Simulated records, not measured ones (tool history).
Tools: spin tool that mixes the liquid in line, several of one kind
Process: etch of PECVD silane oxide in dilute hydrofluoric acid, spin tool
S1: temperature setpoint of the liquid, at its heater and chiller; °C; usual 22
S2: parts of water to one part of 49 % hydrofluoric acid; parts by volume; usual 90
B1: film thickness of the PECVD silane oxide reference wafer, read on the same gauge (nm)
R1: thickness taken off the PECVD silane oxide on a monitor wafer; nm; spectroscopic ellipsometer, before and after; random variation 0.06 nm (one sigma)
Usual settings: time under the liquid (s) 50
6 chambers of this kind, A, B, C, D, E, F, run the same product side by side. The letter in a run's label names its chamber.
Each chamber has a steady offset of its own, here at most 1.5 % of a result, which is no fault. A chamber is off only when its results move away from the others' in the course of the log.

{"run": "1C", "hour": 7.1, "S1": 22, "S2": 90, "time under the liquid (s)": 50, "B1": 89.979, "R1": 13.574}
{"run": "2D", "hour": 13.3, "S1": 22, "S2": 90, "time under the liquid (s)": 50, "B1": 89.997, "R1": 13.552}
{"run": "3B", "hour": 21.1, "S1": 22, "S2": 90, "time under the liquid (s)": 50, "B1": 89.985, "R1": 13.882}
{"run": "4A", "hour": 29.7, "S1": 22, "S2": 90, "time under the liquid (s)": 50, "B1": 90.027, "R1": 13.614}
{"run": "5F", "hour": 38.2, "S1": 22, "S2": 90, "time under the liquid (s)": 50, "B1": 89.972, "R1": 13.561}
{"run": "6E", "hour": 45.4, "S1": 22, "S2": 90, "time under the liquid (s)": 50, "B1": 89.997, "R1": 13.497}
{"run": "7E", "hour": 50.7, "S1": 17.5, "S2": 90, "time under the liquid (s)": 50, "B1": 89.986, "R1": 11.154}
{"run": "8A", "hour": 60.3, "S1": 17.5, "S2": 90, "time under the liquid (s)": 50, "B1": 90.024, "R1": 11.266}
{"run": "9F", "hour": 67.4, "S1": 17.5, "S2": 90, "time under the liquid (s)": 50, "B1": 90, "R1": 11.245}
{"run": "10D", "hour": 72.6, "S1": 17.5, "S2": 90, "time under the liquid (s)": 50, "B1": 89.999, "R1": 11.197}
{"run": "11B", "hour": 78.6, "S1": 17.5, "S2": 90, "time under the liquid (s)": 50, "B1": 89.996, "R1": 11.47}
{"run": "12C", "hour": 84.0, "S1": 17.5, "S2": 90, "time under the liquid (s)": 50, "B1": 90.017, "R1": 11.301}
{"run": "13D", "hour": 90.3, "S1": 22, "S2": 90, "time under the liquid (s)": 50, "B1": 89.98, "R1": 13.411}
{"hour": 92.7, "done": "chamber A: thermometer replaced"}
{"run": "14A", "hour": 96.0, "S1": 22, "S2": 90, "time under the liquid (s)": 50, "B1": 89.979, "R1": 13.634}
{"run": "15E", "hour": 106.2, "S1": 22, "S2": 90, "time under the liquid (s)": 50, "B1": 89.983, "R1": 13.466}
{"run": "16C", "hour": 116.4, "S1": 22, "S2": 90, "time under the liquid (s)": 40, "B1": 89.987, "R1": 10.838}
{"run": "17B", "hour": 123.0, "S1": 22, "S2": 90, "time under the liquid (s)": 40, "B1": 89.982, "R1": 11.009}
{"run": "18F", "hour": 133.0, "S1": 22, "S2": 90, "time under the liquid (s)": 40, "B1": 89.991, "R1": 10.935}
{"run": "19E", "hour": 139.2, "S1": 22, "S2": 90, "time under the liquid (s)": 40, "B1": 90.006, "R1": 10.888}
{"run": "20F", "hour": 146.3, "S1": 22, "S2": 90, "time under the liquid (s)": 40, "B1": 90.015, "R1": 10.95}
{"run": "21D", "hour": 153.7, "S1": 22, "S2": 90, "time under the liquid (s)": 40, "B1": 90.03, "R1": 10.835}
{"run": "22A", "hour": 160.7, "S1": 22, "S2": 90, "time under the liquid (s)": 50, "B1": 89.998, "R1": 13.249}
{"run": "23C", "hour": 169.6, "S1": 22, "S2": 90, "time under the liquid (s)": 50, "B1": 89.974, "R1": 13.595}
{"run": "24B", "hour": 174.3, "S1": 22, "S2": 90, "time under the liquid (s)": 50, "B1": 89.998, "R1": 13.817}
{"run": "25C", "hour": 181.4, "S1": 22, "S2": 90, "time under the liquid (s)": 50, "B1": 90.007, "R1": 13.518}
{"run": "26B", "hour": 188.6, "S1": 22, "S2": 90, "time under the liquid (s)": 50, "B1": 89.992, "R1": 13.749}
{"run": "27D", "hour": 197.3, "S1": 22, "S2": 105, "time under the liquid (s)": 80, "B1": 89.969, "R1": 18.202}
{"run": "28A", "hour": 202.5, "S1": 22, "S2": 105, "time under the liquid (s)": 80, "B1": 90.019, "R1": 17.807}
{"run": "29E", "hour": 210.8, "S1": 22, "S2": 105, "time under the liquid (s)": 80, "B1": 90.017, "R1": 18.347}
{"run": "30F", "hour": 219.6, "S1": 22, "S2": 105, "time under the liquid (s)": 80, "B1": 90.022, "R1": 18.38}
{"run": "31C", "hour": 226.9, "S1": 22, "S2": 105, "time under the liquid (s)": 80, "B1": 89.985, "R1": 18.272}
{"run": "32F", "hour": 231.7, "S1": 22, "S2": 105, "time under the liquid (s)": 80, "B1": 90.008, "R1": 18.405}
{"run": "33E", "hour": 237.0, "S1": 22, "S2": 90, "time under the liquid (s)": 50, "B1": 89.977, "R1": 13.481}
{"run": "34B", "hour": 246.2, "S1": 22, "S2": 130, "time under the liquid (s)": 50, "B1": 89.987, "R1": 9.0879}
{"run": "35A", "hour": 253.0, "S1": 22, "S2": 130, "time under the liquid (s)": 50, "B1": 89.995, "R1": 8.7167}
{"run": "36D", "hour": 260.2, "S1": 22, "S2": 130, "time under the liquid (s)": 50, "B1": 89.978, "R1": 8.8984}
{"run": "37A", "hour": 266.1, "S1": 22, "S2": 130, "time under the liquid (s)": 50, "B1": 89.997, "R1": 8.645}
{"run": "38F", "hour": 273.3, "S1": 22, "S2": 130, "time under the liquid (s)": 50, "B1": 90.002, "R1": 8.9651}
{"hour": 279.0, "done": "chamber E: thermometer replaced"}
{"run": "39B", "hour": 281.2, "S1": 22, "S2": 130, "time under the liquid (s)": 50, "B1": 90.006, "R1": 9.115}
{"run": "40D", "hour": 288.0, "S1": 22, "S2": 90, "time under the liquid (s)": 50, "B1": 89.986, "R1": 13.501}
{"run": "41C", "hour": 294.4, "S1": 22, "S2": 90, "time under the liquid (s)": 50, "B1": 90.003, "R1": 13.674}
{"run": "42E", "hour": 304.3, "S1": 22, "S2": 90, "time under the liquid (s)": 50, "B1": 90.03, "R1": 13.591}
{"run": "43B", "hour": 313.0, "S1": 22, "S2": 90, "time under the liquid (s)": 50, "B1": 89.97, "R1": 13.692}

All 6 chambers run these settings next. Forecast each chamber's results:
{"run": "44A", "hour": 320.4, "S1": 22, "S2": 90, "time under the liquid (s)": 50, "R1": "?"}
{"run": "44B", "hour": 320.4, "S1": 22, "S2": 90, "time under the liquid (s)": 50, "R1": "?"}
{"run": "44C", "hour": 320.4, "S1": 22, "S2": 90, "time under the liquid (s)": 50, "R1": "?"}
{"run": "44D", "hour": 320.4, "S1": 22, "S2": 90, "time under the liquid (s)": 50, "R1": "?"}
{"run": "44E", "hour": 320.4, "S1": 22, "S2": 90, "time under the liquid (s)": 50, "R1": "?"}
{"run": "44F", "hour": 320.4, "S1": 22, "S2": 90, "time under the liquid (s)": 50, "R1": "?"}

run=44A R1=12.766
run=44B R1=13.784
run=44C R1=13.506
run=44D R1=13.491
run=44E R1=13.571
run=44F R1=13.562
